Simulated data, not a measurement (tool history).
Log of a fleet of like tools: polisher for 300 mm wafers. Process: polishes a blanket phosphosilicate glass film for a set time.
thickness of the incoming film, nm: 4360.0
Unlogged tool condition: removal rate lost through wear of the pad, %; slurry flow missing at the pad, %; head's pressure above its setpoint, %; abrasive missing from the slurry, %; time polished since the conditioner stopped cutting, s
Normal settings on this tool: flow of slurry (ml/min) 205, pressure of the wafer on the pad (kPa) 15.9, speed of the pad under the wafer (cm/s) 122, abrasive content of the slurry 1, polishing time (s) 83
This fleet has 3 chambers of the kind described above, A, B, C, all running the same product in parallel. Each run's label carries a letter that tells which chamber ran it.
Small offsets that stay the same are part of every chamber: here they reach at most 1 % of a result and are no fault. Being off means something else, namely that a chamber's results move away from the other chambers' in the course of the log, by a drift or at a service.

run   hour  flow of slurry (ml/min)  pressure of the wafer on the pad (kPa)  speed of the pad under the wafer (cm/s)  abrasive content of the slurry  polishing time (s)  wafers polished on this pad  hours since the slurry nozzle was cleaned  hours since the head pressure was calibrated  hours since the slurry blender was calibrated  hours since the conditioning disc was replaced  film removed (nm)
 1C    4.8                      205                                    15.9                                      122                               1                  83                           77                                      352.2                                         249.3                                          169.6                                             6.2             649.87
 2B   10.8                      205                                    15.9                                      122                               1                  83                          440                                       57.6                                           463                                           24.2                                             138             657.84
 3A   14.8                      205                                    15.9                                      122                               1                  83                          501                                        250                                        1419.8                                          125.2                                           275.1             673.92
        17  -- chamber A: conditioning disc replaced and pad reconditioned
 4A   20.5                      205                                    15.9                                      122                               1                  83                          565                                      255.7                                        1425.5                                          130.9                                             3.6             668.69
      23.7  -- chamber B: worn pad replaced by a new one
 5B   27.3                      205                                    15.9                                      122                               1                  83                           41                                       74.1                                         479.5                                           40.7                                           154.5             657.47
 6C   32.6                      205                                    15.9                                      122                               1                  83                          391                                        380                                         277.1                                          197.4                                              34             652.42
      35.4  -- chamber A: worn pad replaced by a new one
 7C   37.2                      205                                    15.9                                      122                               1                  83                          443                                      384.6                                         281.7                                            202                                            38.6             645.74
 8A   42.5                      205                                    15.9                                      122                               1                  83                           81                                      277.7                                        1447.5                                          152.9                                            25.6             664.46
 9B   48.3                      205                                    15.9                                      122                               1                  83                          279                                       95.1                                         500.5                                           61.7                                           175.5             642.21
10A   52.8                      205                                    15.9                                      122                               1                  83                          197                                        288                                        1457.8                                          163.2                                            35.9             675.92
11C   58.5                      205                                    15.9                                      122                               1                  83                          684                                      405.9                                           303                                          223.3                                            59.9             637.69
12B   63.4                      205                                    15.9                                      122                               1                  83                          449                                      110.2                                         515.6                                           76.8                                           190.6             659.81
13A   69.1                      205                                    15.9                                      122                               1                  83                          381                                      304.3                                        1474.1                                          179.5                                            52.2             645.73
      69.6  -- chamber C: head pressure recalibrated
14C   75.6                      205                                    15.9                                      122                               1                  83                          877                                        423                                           6.1                                          240.4                                              77             701.82
      79.5  -- chamber B: worn pad replaced by a new one
15B   81.6                      205                                    15.9                                      122                               1                  83                           24                                      128.4                                         533.8                                             95                                           208.8             657.86
16B   84.7                      205                                    15.9                                      122                               1                  83                           59                                      131.5                                         536.9                                           98.1                                           211.9             647.15
      86.1  -- chamber C: slurry nozzle cleaned
      88.7  -- chamber A: worn pad replaced by a new one
17A   88.9                      205                                    15.9                                      122                               1                  83                            3                                      324.1                                        1493.9                                          199.3                                              72             662.24
18C   94.3                      205                                    15.9                                      122                               1                  83                         1089                                        8.2                                          24.8                                          259.1                                            95.7             703.04
      97.4  -- chamber C: worn pad replaced by a new one
19B   97.5                      205                                    15.9                                      122                               1                  83                          204                                      144.3                                         549.7                                          110.9                                           224.7             652.54
20C    103                      205                                    15.9                                      122                               1                  83                           63                                       16.9                                          33.5                                          267.8                                           104.4             703.76
21A  106.3                      205                                    15.9                                      122                               1                  83                          199                                      341.5                                        1511.3                                          216.7                                            89.4             656.88
22A  112.5                      260                                    15.9                                      122                               1                  83                          270                                      347.7                                        1517.5                                          222.9                                            95.6             684.51
23C  116.1                      260                                    15.9                                      122                               1                  83                          211                                         30                                          46.6                                          280.9                                           117.5             738.37
24B    120                      260                                    15.9                                      122                               1                  83                          458                                      166.8                                         572.2                                          133.4                                           247.2             672.37
25C  124.5                      205                                    15.9                                      122                               1                  83                          306                                       38.4                                            55                                          289.3                                           125.9             702.85
     125.7  -- chamber B: worn pad replaced by a new one
26B  130.1                      205                                    15.9                                      122                               1                  83                           49                                      176.9                                         582.3                                          143.5                                           257.3             656.58
27A    134                      205                                    15.9                                      122                               1                  83                          513                                      369.2                                          1539                                          244.4                                           117.1             656.35
     135.9  -- chamber A: slurry blender recalibrated
28A  138.9                      205                                    15.9                                      122                               1                  83                          568                                      374.1                                        1543.9                                              3                                             122             665.52
       139  -- chamber A: slurry nozzle cleaned
29C  142.8                      205                                    15.9                                      122                               1                  83                          513                                       56.7                                          73.3                                          307.6                                           144.2             699.49
30B  148.4                      205                                    15.9                                      122                               1                  83                          256                                      195.2                                         600.6                                          161.8                                           275.6             646.68
     152.1  -- chamber A: worn pad replaced by a new one
31C  154.4                      205                                    15.9                                      122                               1                  83                          644                                       68.3                                          84.9                                          319.2                                           155.8             707.72
32A  160.2                      205                                    15.9                                      152                             0.9                  83                           92                                       21.2                                        1565.2                                           24.3                                           143.3             751.25
33B  166.2                      205                                    15.9                                      152                             0.9                  83                          458                                        213                                         618.4                                          179.6                                           293.4             747.45
34B    171                      205                                    15.9                                      152                             0.9                  83                          512                                      217.8                                         623.2                                          184.4                                           298.2              730.6
     175.4  -- chamber B: worn pad replaced by a new one
35A  175.9                      205                                    15.9                                      122                               1                  83                          270                                       36.9                                        1580.9                                             40                                             159             650.99
     181.3  -- chamber C: worn pad replaced by a new one
36C  181.7                      205                                    15.9                                      122                               1                  83                            5                                       95.6                                         112.2                                          346.5                                           183.1             712.85
     185.9  -- chamber A: head pressure recalibrated
37A  188.6                      205                                    15.9                                      122                               1                  83                          413                                       49.6                                           2.8                                           52.7                                           171.7             656.05
38B  195.3                      205                                    15.9                                      122                               1                  83                          225                                      242.1                                         647.5                                          208.7                                           322.5             657.82
     196.1  -- chamber C: conditioning disc replaced and pad reconditioned
39C  199.1                      270                                    15.9                                      122                               1                  83                          201                                        113                                         129.6                                          363.9                                             3.1             731.03

For the next run the whole fleet of 3 chambers uses the same settings. Give each chamber's results:
40A  204.2                      205                                      11                                      122                               1                  83                                                                                                                                                                                                                                       ?
40B  204.2                      205                                      11                                      122                               1                  83                                                                                                                                                                                                                                       ?
40C  204.2                      205                                      11                                      122                               1                  83                                                                                                                                                                                                                                       ?

run  film removed (nm)
40A              456.4
40B             450.69
40C             497.59

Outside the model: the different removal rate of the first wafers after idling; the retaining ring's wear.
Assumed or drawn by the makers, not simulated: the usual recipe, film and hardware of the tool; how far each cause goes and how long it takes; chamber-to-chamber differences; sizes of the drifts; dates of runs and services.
